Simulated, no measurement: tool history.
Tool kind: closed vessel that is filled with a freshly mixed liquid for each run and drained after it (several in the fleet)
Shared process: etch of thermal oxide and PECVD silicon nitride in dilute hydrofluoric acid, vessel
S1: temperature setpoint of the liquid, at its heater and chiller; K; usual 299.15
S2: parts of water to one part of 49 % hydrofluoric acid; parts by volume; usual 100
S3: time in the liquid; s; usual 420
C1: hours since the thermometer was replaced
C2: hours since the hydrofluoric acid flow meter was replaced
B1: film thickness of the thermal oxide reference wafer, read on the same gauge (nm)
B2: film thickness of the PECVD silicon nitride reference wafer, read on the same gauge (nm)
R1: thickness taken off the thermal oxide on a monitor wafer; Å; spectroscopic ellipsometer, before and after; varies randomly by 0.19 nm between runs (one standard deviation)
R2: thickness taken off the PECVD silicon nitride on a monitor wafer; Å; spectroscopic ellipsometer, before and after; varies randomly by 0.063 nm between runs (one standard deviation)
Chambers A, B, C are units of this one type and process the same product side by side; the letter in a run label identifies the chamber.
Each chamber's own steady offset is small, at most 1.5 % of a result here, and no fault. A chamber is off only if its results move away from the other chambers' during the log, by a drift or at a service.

run,hour,S1,S2,S3,C1,C2,B1,B2,R1,R2
1A,10.9,299.15,100,420,266.2,1424.5,140.01,110.04,215.70,120.700
2B,16.2,299.15,100,420,190.0,559.5,139.97,109.97,211.16,119.640
3C,22.3,299.15,100,420,265.5,253.9,139.96,109.96,213.32,121.230
4C,28.4,299.15,100,420,271.6,260.0,139.97,109.98,211.27,121.880
5A,37.5,299.15,100,420,292.8,1451.1,140.06,109.98,214.58,121.230
6B,48.1,299.15,100,420,221.9,591.4,140.03,110.02,213.42,118.430
7A,54.8,299.15,100,420,310.1,1468.4,139.97,109.99,215.87,120.470
8C,63.0,299.15,100,420,306.2,294.6,140.01,110.00,217.63,119.440
9B,68.4,299.15,100,420,242.2,611.7,140.01,110.00,214.62,119.520
10A,77.6,299.15,100,420,332.9,1491.2,140.03,109.98,211.52,120.240
11B,85.7,299.15,100,420,259.5,629.0,140.01,110.04,217.06,118.820
12C,96.1,299.15,100,420,339.3,327.7,139.98,110.00,213.81,119.950
13A,104.2,299.15,100,420,359.5,1517.8,140.00,110.00,212.02,121.130
14B,113.3,299.15,100,420,287.1,656.6,139.99,110.00,216.38,118.300
15C,120.0,299.15,130,420,363.2,351.6,139.98,109.99,157.32,91.465
16A,128.9,299.15,130,420,384.2,1542.5,139.99,109.99,157.27,92.836
# hour 138.3: chamber A: hydrofluoric acid flow meter replaced
17B,139.2,299.15,130,420,313.0,682.5,140.03,109.98,160.02,92.360
18C,148.3,299.15,100,420,391.5,379.9,140.00,110.00,216.15,120.970
19A,158.5,299.15,100,420,413.8,20.2,140.02,109.99,212.25,119.800
20B,164.7,299.15,100,420,338.5,708.0,140.00,110.01,214.96,120.080
21C,175.3,299.15,100,420,418.5,406.9,139.99,110.01,219.13,120.850
22C,184.1,299.15,100,420,427.3,415.7,140.00,109.98,216.27,120.190
23B,191.4,299.15,100,420,365.2,734.7,139.96,109.95,215.53,119.210
24A,197.9,299.15,100,420,453.2,59.6,140.00,110.01,215.24,119.690
25C,207.2,303.15,100,420,450.4,438.8,139.99,109.94,254.31,155.490
26B,216.7,303.15,100,420,390.5,760.0,139.99,110.06,250.18,153.930
27A,221.5,303.15,100,420,476.8,83.2,140.02,110.02,251.66,156.980
28A,226.6,299.15,100,420,481.9,88.3,140.01,110.03,216.41,121.440
29B,236.5,299.15,100,420,410.3,779.8,139.98,109.95,214.69,119.120
30C,242.0,299.15,100,420,485.2,473.6,139.99,110.03,214.14,120.490
31C,246.9,299.15,100,420,490.1,478.5,140.03,109.98,218.73,120.380
32A,252.1,299.15,100,420,507.4,113.8,139.97,109.99,216.49,120.100
33B,259.9,299.15,100,420,433.7,803.2,140.05,109.98,216.59,118.340

One chamber off, gauge drift, or nothing amiss beyond the chambers' own small offsets? If it is a chamber, which one, and what is the likeliest cause?

The fleet is healthy, with each chamber sitting at its usual small offset and no drift in the gauge.

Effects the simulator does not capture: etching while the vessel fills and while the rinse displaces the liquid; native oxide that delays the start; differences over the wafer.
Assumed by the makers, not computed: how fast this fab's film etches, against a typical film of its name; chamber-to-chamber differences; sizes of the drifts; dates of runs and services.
